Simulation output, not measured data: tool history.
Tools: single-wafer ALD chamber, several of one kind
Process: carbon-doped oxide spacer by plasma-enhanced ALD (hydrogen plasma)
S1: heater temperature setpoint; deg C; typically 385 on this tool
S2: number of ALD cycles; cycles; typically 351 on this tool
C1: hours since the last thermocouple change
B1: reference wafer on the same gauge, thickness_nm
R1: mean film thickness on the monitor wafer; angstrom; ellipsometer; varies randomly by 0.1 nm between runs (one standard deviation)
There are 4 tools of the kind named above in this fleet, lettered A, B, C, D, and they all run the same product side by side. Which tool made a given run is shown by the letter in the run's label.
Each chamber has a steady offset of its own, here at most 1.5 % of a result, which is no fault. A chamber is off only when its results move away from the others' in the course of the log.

Run 1B, hour 9.7: usual settings; C1 1444.1; B1 20.191. Result: R1 176.78 angstrom.
Run 2A, hour 19.1: usual settings; C1 910.7; B1 20.182. Result: R1 175.97 angstrom.
Run 3D, hour 24.4: usual settings; C1 2086.4; B1 20.212. Result: R1 173.57 angstrom.
Run 4C, hour 29.1: usual settings; C1 713.8; B1 20.185. Result: R1 173.23 angstrom.
Run 5C, hour 38.3: usual settings; C1 723.0; B1 20.220. Result: R1 173.54 angstrom.
Run 6D, hour 45.5: usual settings; C1 2107.5; B1 20.211. Result: R1 172.19 angstrom.
Run 7B, hour 50.4: usual settings; C1 1484.8; B1 20.202. Result: R1 177.29 angstrom.
Run 8A, hour 55.4: usual settings; C1 947.0; B1 20.229. Result: R1 175.53 angstrom.
Run 9B, hour 63.4: usual settings; C1 1497.8; B1 20.183. Result: R1 175.94 angstrom.
Run 10D, hour 69.2: usual settings; C1 2131.2; B1 20.210. Result: R1 174.51 angstrom.
Run 11C, hour 78.2: usual settings; C1 762.9; B1 20.206. Result: R1 174.08 angstrom.
Run 12A, hour 87.2: usual settings; C1 978.8; B1 20.237. Result: R1 175.04 angstrom.
Run 13B, hour 91.6: usual settings; C1 1526.0; B1 20.194. Result: R1 174.18 angstrom.
Run 14C, hour 98.8: usual settings; C1 783.5; B1 20.195. Result: R1 175.73 angstrom.
Run 15A, hour 106.9: usual settings; C1 998.5; B1 20.188. Result: R1 176.75 angstrom.
Run 16D, hour 116.7: usual settings; C1 2178.7; B1 20.183. Result: R1 174.84 angstrom.
Run 17D, hour 125.6: usual settings; C1 2187.6; B1 20.176. Result: R1 173.24 angstrom.
Run 18B, hour 132.6: usual settings but S1 396 deg C, S2 307 cycles; C1 1567.0; B1 20.210. Result: R1 154.17 angstrom.
Run 19C, hour 142.2: usual settings but S1 396 deg C, S2 307 cycles; C1 826.9; B1 20.183. Result: R1 150.12 angstrom.
Run 20A, hour 147.8: usual settings but S1 396 deg C, S2 307 cycles; C1 1039.4; B1 20.181. Result: R1 153.80 angstrom.
Run 21C, hour 157.5: usual settings but S1 396 deg C, S2 307 cycles; C1 842.2; B1 20.214. Result: R1 152.59 angstrom.
Run 22D, hour 166.2: usual settings but S1 395 deg C, S2 287 cycles; C1 2228.2; B1 20.216. Result: R1 141.00 angstrom.
Run 23A, hour 173.4: usual settings but S1 395 deg C, S2 287 cycles; C1 1065.0; B1 20.247. Result: R1 142.16 angstrom.
Run 24B, hour 180.1: usual settings but S1 395 deg C, S2 287 cycles; C1 1614.5; B1 20.190. Result: R1 142.52 angstrom.
Run 25A, hour 185.3: usual settings but S1 395 deg C, S2 287 cycles; C1 1076.9; B1 20.207. Result: R1 144.26 angstrom.
Run 26B, hour 190.5: usual settings but S1 392 deg C, S2 328 cycles; C1 1624.9; B1 20.207. Result: R1 163.42 angstrom.
Run 27D, hour 196.4: usual settings but S1 392 deg C, S2 328 cycles; C1 2258.4; B1 20.183. Result: R1 160.86 angstrom.

What goes on in this fleet: one chamber off, a drifting gauge, or nothing beyond the chambers' own small offsets? Name the chamber and the cause, if any.

Nothing is wrong: each chamber keeps only its own small, steady offset and the gauge holds still.

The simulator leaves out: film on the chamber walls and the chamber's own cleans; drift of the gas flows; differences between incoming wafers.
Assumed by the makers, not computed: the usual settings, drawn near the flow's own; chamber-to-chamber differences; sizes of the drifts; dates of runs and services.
